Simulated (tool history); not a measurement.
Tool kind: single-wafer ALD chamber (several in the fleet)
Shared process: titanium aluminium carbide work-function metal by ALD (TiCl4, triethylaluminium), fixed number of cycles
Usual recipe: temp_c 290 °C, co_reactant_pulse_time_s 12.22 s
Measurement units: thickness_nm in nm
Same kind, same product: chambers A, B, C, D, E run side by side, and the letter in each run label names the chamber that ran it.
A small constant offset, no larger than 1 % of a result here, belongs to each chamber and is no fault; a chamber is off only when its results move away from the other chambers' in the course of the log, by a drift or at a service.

| run | hour | temp_c | co_reactant_pulse_time_s | read-back reference wafer on the same gauge, thickness_nm | thickness_nm |
|---|---|---|---|---|---|
|  | 6.7 | chamber A: triethylaluminium bottle replaced |
| 1D | 11.8 | 290 | 12.22 | 1.7802 | 1.9598 |
| 2C | 26.0 | 290 | 12.22 | 1.7789 | 1.9243 |
| 3E | 38.0 | 290 | 12.22 | 1.7812 | 1.9358 |
| 4B | 46.1 | 290 | 12.22 | 1.7831 | 1.9547 |
| 5A | 54.2 | 290 | 12.22 | 1.7820 | 1.9568 |
| 6B | 68.4 | 290 | 12.22 | 1.7837 | 1.9614 |
| 7D | 78.7 | 290 | 12.22 | 1.7799 | 1.9352 |
| 8E | 87.5 | 290 | 12.22 | 1.7807 | 1.9451 |
| 9C | 99.2 | 290 | 12.22 | 1.7784 | 1.9322 |
|  | 103.3 | chamber C: triethylaluminium bottle replaced |
| 10A | 108.6 | 302 | 9.71 | 1.7800 | 2.0371 |
| 11B | 118.6 | 302 | 9.71 | 1.7803 | 2.0273 |
| 12D | 131.5 | 302 | 9.71 | 1.7793 | 1.9825 |
| 13A | 142.5 | 302 | 9.71 | 1.7819 | 2.0268 |
|  | 146.5 | chamber E: triethylaluminium bottle replaced |
| 14C | 153.8 | 302 | 9.71 | 1.7812 | 2.0180 |
| 15E | 166.6 | 296 | 12.22 | 1.7801 | 1.9992 |
| 16E | 180.2 | 296 | 12.22 | 1.7826 | 1.9713 |
| 17A | 189.1 | 296 | 12.22 | 1.7814 | 2.0078 |
|  | 192.2 | chamber B: triethylaluminium bottle replaced |
| 18D | 202.7 | 296 | 12.22 | 1.7770 | 1.9854 |
| 19B | 215.4 | 296 | 12.22 | 1.7805 | 2.0100 |
| 20C | 221.7 | 290 | 12.22 | 1.7801 | 1.9486 |
| 21C | 233.4 | 290 | 12.22 | 1.7787 | 1.9546 |
| 22A | 246.1 | 290 | 12.22 | 1.7765 | 1.9556 |
| 23B | 258.4 | 290 | 12.22 | 1.7810 | 1.9543 |
| 24E | 272.2 | 290 | 12.22 | 1.7806 | 1.9290 |
| 25D | 285.3 | 290 | 12.22 | 1.7799 | 1.9426 |
| 26B | 292.4 | 290 | 12.22 | 1.7808 | 1.9437 |
| 27C | 302.1 | 280 | 9.33 | 1.7807 | 1.7988 |
| 28E | 313.4 | 280 | 9.33 | 1.7812 | 1.8147 |
| 29A | 323.0 | 280 | 9.33 | 1.7800 | 1.8161 |
| 30D | 331.1 | 280 | 9.33 | 1.7809 | 1.7898 |
| 31A | 338.1 | 280 | 9.33 | 1.7810 | 1.8133 |

Does one chamber stand apart from the rest, does the shared gauge drift, or is all well apart from small per-chamber offsets? Give the chamber and the most likely cause, where there is one.

No chamber is off and the gauge is stable; the differences are just each chamber's small, constant offset.
